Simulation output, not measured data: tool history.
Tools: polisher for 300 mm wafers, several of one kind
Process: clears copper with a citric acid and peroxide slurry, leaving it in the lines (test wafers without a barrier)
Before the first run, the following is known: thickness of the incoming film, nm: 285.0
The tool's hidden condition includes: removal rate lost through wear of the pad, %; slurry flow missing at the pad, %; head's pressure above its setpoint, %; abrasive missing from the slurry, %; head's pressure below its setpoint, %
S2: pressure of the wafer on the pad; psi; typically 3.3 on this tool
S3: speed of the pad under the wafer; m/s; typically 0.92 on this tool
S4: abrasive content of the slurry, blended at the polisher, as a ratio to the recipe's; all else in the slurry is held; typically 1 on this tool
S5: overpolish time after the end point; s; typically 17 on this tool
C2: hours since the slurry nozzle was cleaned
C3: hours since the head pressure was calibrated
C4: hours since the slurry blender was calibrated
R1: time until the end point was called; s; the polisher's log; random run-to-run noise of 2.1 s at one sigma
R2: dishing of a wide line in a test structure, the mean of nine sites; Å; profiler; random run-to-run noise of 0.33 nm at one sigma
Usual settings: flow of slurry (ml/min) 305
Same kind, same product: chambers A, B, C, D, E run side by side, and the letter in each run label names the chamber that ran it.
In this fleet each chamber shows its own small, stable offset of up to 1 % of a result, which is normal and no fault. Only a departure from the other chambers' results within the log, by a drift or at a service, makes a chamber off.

Run 1A, hour 14.9: usual settings; wafers polished on this pad 916; C2 488.4; C3 681.1; C4 115.1. Result: R1 148.35 s, R2 234.43 Å.
At hour 21.7: chamber C: worn pad replaced by a new one.
At hour 23.4: chamber B: slurry nozzle cleaned.
Run 2B, hour 28: usual settings; wafers polished on this pad 492; C2 4.6; C3 905; C4 175.3. Result: R1 149.78 s, R2 232.39 Å.
Run 3E, hour 40.2: usual settings; wafers polished on this pad 851; C2 366.6; C3 133.6; C4 306.6. Result: R1 147.8 s, R2 232.84 Å.
At hour 41.2: chamber E: worn pad replaced by a new one.
At hour 43.5: chamber D: worn pad replaced by a new one.
Run 4C, hour 49.3: usual settings; wafers polished on this pad 193; C2 409.4; C3 402.5; C4 225.2. Result: R1 149.75 s, R2 235.67 Å.
Run 5D, hour 56.6: usual settings; wafers polished on this pad 92; C2 627.7; C3 624; C4 238.1. Result: R1 148.15 s, R2 240.46 Å.
At hour 57.4: chamber C: head pressure recalibrated.
At hour 58.1: chamber E: slurry blender recalibrated.
At hour 62.1: chamber A: worn pad replaced by a new one.
Run 6D, hour 70.2: usual settings; wafers polished on this pad 187; C2 641.3; C3 637.6; C4 251.7. Result: R1 150.5 s, R2 239.61 Å.
Run 7C, hour 78.8: usual settings; wafers polished on this pad 400; C2 438.9; C3 21.5; C4 254.7. Result: R1 146.64 s, R2 233.31 Å.
At hour 93.4: chamber B: worn pad replaced by a new one.
Run 8E, hour 93.4: usual settings; wafers polished on this pad 366; C2 419.8; C3 186.8; C4 35.4. Result: R1 151.89 s, R2 237.55 Å.
At hour 104.3: chamber C: slurry nozzle cleaned.
Run 9B, hour 107.5: usual settings; wafers polished on this pad 98; C2 84.1; C3 984.5; C4 254.8. Result: R1 148.42 s, R2 242.3 Å.
Run 10A, hour 114: usual settings; wafers polished on this pad 364; C2 587.5; C3 780.2; C4 214.2. Result: R1 148.35 s, R2 242.46 Å.
Run 11B, hour 120.8: usual settings; wafers polished on this pad 192; C2 97.4; C3 997.8; C4 268.1. Result: R1 145.88 s, R2 234.11 Å.
At hour 123.5: chamber B: head pressure recalibrated.
Run 12A, hour 129: usual settings; wafers polished on this pad 469; C2 602.5; C3 795.2; C4 229.2. Result: R1 147.09 s, R2 241.1 Å.
Run 13C, hour 138.7: usual settings; wafers polished on this pad 820; C2 34.4; C3 81.4; C4 314.6. Result: R1 146.48 s, R2 233.88 Å.
Run 14E, hour 149.1: usual settings; wafers polished on this pad 756; C2 475.5; C3 242.5; C4 91.1. Result: R1 145.21 s, R2 233.45 Å.
Run 15D, hour 155.6: usual settings but S3 0.66 m/s; wafers polished on this pad 786; C2 726.7; C3 723; C4 337.1. Result: R1 201.88 s, R2 176.55 Å.
At hour 159: chamber C: worn pad replaced by a new one.
Run 16B, hour 169.8: usual settings but S3 0.66 m/s; wafers polished on this pad 535; C2 146.4; C3 46.3; C4 317.1. Result: R1 209.11 s, R2 176.6 Å.
At hour 174.4: chamber C: slurry blender recalibrated.
Run 17E, hour 178.1: usual settings but S3 0.66 m/s; wafers polished on this pad 959; C2 504.5; C3 271.5; C4 120.1. Result: R1 201.51 s, R2 177.47 Å.
At hour 182.5: chamber D: worn pad replaced by a new one.
Run 18D, hour 186.6: usual settings but S3 0.66 m/s; wafers polished on this pad 29; C2 757.7; C3 754; C4 368.1. Result: R1 204.84 s, R2 172.17 Å.
At hour 190.8: chamber E: worn pad replaced by a new one.
Run 19A, hour 195.9: usual settings but S3 0.66 m/s; wafers polished on this pad 938; C2 669.4; C3 862.1; C4 296.1. Result: R1 206.37 s, R2 176.6 Å.
At hour 198.7: chamber D: slurry nozzle cleaned.
Run 20C, hour 211.1: usual settings but S3 1.16 m/s, S4 1.1; wafers polished on this pad 365; C2 106.8; C3 153.8; C4 36.8. Result: R1 115.17 s, R2 290.99 Å.
Run 21C, hour 223.4: usual settings but S3 1.16 m/s, S4 1.1; wafers polished on this pad 451; C2 119.1; C3 166.1; C4 49.1. Result: R1 111.93 s, R2 294.36 Å.
At hour 232.1: chamber A: worn pad replaced by a new one.
Run 22E, hour 237.1: usual settings but S3 1.16 m/s, S4 1.1; wafers polished on this pad 324; C2 563.5; C3 330.5; C4 179.1. Result: R1 116.2 s, R2 292.47 Å.
At hour 239: chamber B: worn pad replaced by a new one.
Run 23A, hour 245.4: usual settings but S3 1.16 m/s, S4 1.1; wafers polished on this pad 93; C2 718.9; C3 911.6; C4 345.6. Result: R1 115.5 s, R2 298.71 Å.
Run 24D, hour 252.2: usual settings but S3 1.16 m/s, S4 1.1; wafers polished on this pad 489; C2 53.6; C3 819.6; C4 433.7. Result: R1 115.5 s, R2 293.44 Å.
Run 25B, hour 260.1: usual settings; wafers polished on this pad 148; C2 236.7; C3 136.6; C4 407.4. Result: R1 148.05 s, R2 238.73 Å.
At hour 266.8: chamber B: slurry blender recalibrated.
Run 26A, hour 268.9: usual settings; wafers polished on this pad 258; C2 742.4; C3 935.1; C4 369.1. Result: R1 146.4 s, R2 242.67 Å.
Run 27B, hour 281.9: usual settings; wafers polished on this pad 301; C2 258.5; C3 158.4; C4 15.2. Result: R1 146.15 s, R2 237.51 Å.
At hour 285.1: chamber C: worn pad replaced by a new one.
At hour 285.3: chamber D: slurry blender recalibrated.
At hour 285.5: chamber E: head pressure recalibrated.
At hour 285.5: chamber A: slurry nozzle cleaned.
Run 28D, hour 289.1: usual settings; wafers polished on this pad 747; C2 90.5; C3 856.5; C4 3.9. Result: R1 149.63 s, R2 235.1 Å.
At hour 290: chamber B: slurry nozzle cleaned.
At hour 292.4: chamber E: slurry nozzle cleaned.
Run 29E, hour 302.3: usual settings; wafers polished on this pad 781; C2 10; C3 16.8; C4 244.3. Result: R1 148.89 s, R2 235.17 Å.
At hour 307.2: chamber A: slurry blender recalibrated.
At hour 310.9: chamber D: worn pad replaced by a new one.
Run 30C, hour 314.7: usual settings but flow of slurry (ml/min) 370; wafers polished on this pad 207; C2 210.4; C3 257.4; C4 140.4. Result: R1 144.84 s, R2 240.92 Å.
Run 31C, hour 321.4: usual settings but flow of slurry (ml/min) 370; wafers polished on this pad 254; C2 217.1; C3 264.1; C4 147.1. Result: R1 142.22 s, R2 236.38 Å.
Run 32B, hour 333.3: usual settings but flow of slurry (ml/min) 370; wafers polished on this pad 661; C2 43.3; C3 209.8; C4 66.6. Result: R1 148.35 s, R2 246.91 Å.
Run 33D, hour 344.1: usual settings but flow of slurry (ml/min) 370; wafers polished on this pad 233; C2 145.5; C3 911.5; C4 58.9. Result: R1 146.61 s, R2 244.1 Å.
At hour 347: chamber E: worn pad replaced by a new one.
Run 34A, hour 357.8: usual settings but flow of slurry (ml/min) 370; wafers polished on this pad 881; C2 72.4; C3 1024; C4 50.7. Result: R1 144.4 s, R2 240.67 Å.
Run 35E, hour 366.2: usual settings; wafers polished on this pad 134; C2 73.9; C3 80.7; C4 308.2. Result: R1 145.93 s, R2 238.41 Å.
Run 36B, hour 376.2: usual settings; wafers polished on this pad 962; C2 86.2; C3 252.7; C4 109.5. Result: R1 146.7 s, R2 237.71 Å.

All 5 chambers run these settings next. Forecast each chamber's results:
Run 37A, hour 387: usual settings. Result: R1 ?, R2 ?.
Run 37B, hour 387: usual settings. Result: R1 ?, R2 ?.
Run 37C, hour 387: usual settings. Result: R1 ?, R2 ?.
Run 37D, hour 387: usual settings. Result: R1 ?, R2 ?.
Run 37E, hour 387: usual settings. Result: R1 ?, R2 ?.

run      R1      R2
37A  146.41  234.55
37B  146.52  239.03
37C  151.36  236.32
37D  145.64  234.74
37E  147.47   237.8
